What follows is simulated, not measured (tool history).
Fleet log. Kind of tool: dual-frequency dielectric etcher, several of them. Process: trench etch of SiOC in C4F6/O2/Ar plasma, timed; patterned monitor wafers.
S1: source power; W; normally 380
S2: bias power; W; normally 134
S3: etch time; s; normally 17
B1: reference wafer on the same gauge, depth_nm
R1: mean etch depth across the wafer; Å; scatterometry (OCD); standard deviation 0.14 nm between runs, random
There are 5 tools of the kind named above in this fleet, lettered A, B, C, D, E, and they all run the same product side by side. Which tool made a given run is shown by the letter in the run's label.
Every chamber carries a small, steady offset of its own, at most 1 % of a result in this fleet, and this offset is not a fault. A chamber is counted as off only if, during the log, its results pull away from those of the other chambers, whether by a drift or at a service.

run 1B day=0.183 | S1=380 S2=134 S3=17 | B1=26.123 | R1=319.57
run 2E day=0.312 | S1=380 S2=134 S3=17 | B1=26.129 | R1=315.71
run 3A day=0.604 | S1=380 S2=134 S3=17 | B1=26.118 | R1=311.84
run 4D day=0.875 | S1=380 S2=134 S3=17 | B1=26.078 | R1=317.09
-- day=0.904 chamber A: bias power generator calibrated
run 5C day=1.142 | S1=380 S2=134 S3=17 | B1=26.101 | R1=317.16
run 6E day=1.412 | S1=380 S2=134 S3=17 | B1=26.081 | R1=317.12
run 7D day=1.679 | S1=450 S2=162 S3=17 | B1=26.072 | R1=355.16
run 8C day=1.858 | S1=450 S2=162 S3=17 | B1=26.096 | R1=356.37
-- day=2.025 chamber C: wet clean of the chamber
run 9A day=2.054 | S1=450 S2=162 S3=17 | B1=26.094 | R1=355.68
run 10B day=2.292 | S1=450 S2=162 S3=17 | B1=26.14 | R1=360.98
run 11A day=2.546 | S1=450 S2=162 S3=17 | B1=26.116 | R1=351.73
run 12E day=2.817 | S1=380 S2=134 S3=17 | B1=26.085 | R1=314.14
-- day=2.912 chamber E: wet clean of the chamber
run 13C day=2.988 | S1=380 S2=134 S3=13.5 | B1=26.107 | R1=248.65
run 14D day=3.121 | S1=380 S2=134 S3=13.5 | B1=26.101 | R1=251.56
run 15B day=3.308 | S1=380 S2=134 S3=13.5 | B1=26.095 | R1=253.18
run 16B day=3.471 | S1=380 S2=134 S3=13.5 | B1=26.132 | R1=251.78
run 17C day=3.754 | S1=380 S2=134 S3=13.5 | B1=26.109 | R1=251.01
run 18A day=3.896 | S1=380 S2=134 S3=17 | B1=26.134 | R1=312.71
-- day=4.15 chamber B: bias power generator calibrated
run 19D day=4.154 | S1=380 S2=134 S3=17 | B1=26.099 | R1=315.05
run 20E day=4.442 | S1=380 S2=134 S3=17 | B1=26.105 | R1=317.54
run 21B day=4.688 | S1=380 S2=134 S3=17 | B1=26.083 | R1=317.03
run 22D day=4.862 | S1=380 S2=118 S3=17 | B1=26.075 | R1=305.45
run 23A day=5.117 | S1=380 S2=118 S3=17 | B1=26.094 | R1=301.51
run 24C day=5.283 | S1=380 S2=118 S3=17 | B1=26.118 | R1=304.62
run 25E day=5.417 | S1=380 S2=118 S3=17 | B1=26.139 | R1=304.88
run 26E day=5.667 | S1=380 S2=118 S3=17 | B1=26.098 | R1=304
run 27D day=5.808 | S1=380 S2=134 S3=17 | B1=26.104 | R1=317.82
run 28C day=5.996 | S1=380 S2=134 S3=17 | B1=26.118 | R1=313.25
run 29B day=6.221 | S1=380 S2=134 S3=17 | B1=26.088 | R1=317.58
run 30A day=6.471 | S1=380 S2=134 S3=17 | B1=26.087 | R1=310.45

One chamber off, gauge drift, or nothing amiss beyond the chambers' own small offsets? If it is a chamber, which one, and what is the likeliest cause?

The fleet is healthy, with each chamber sitting at its usual small offset and no drift in the gauge.
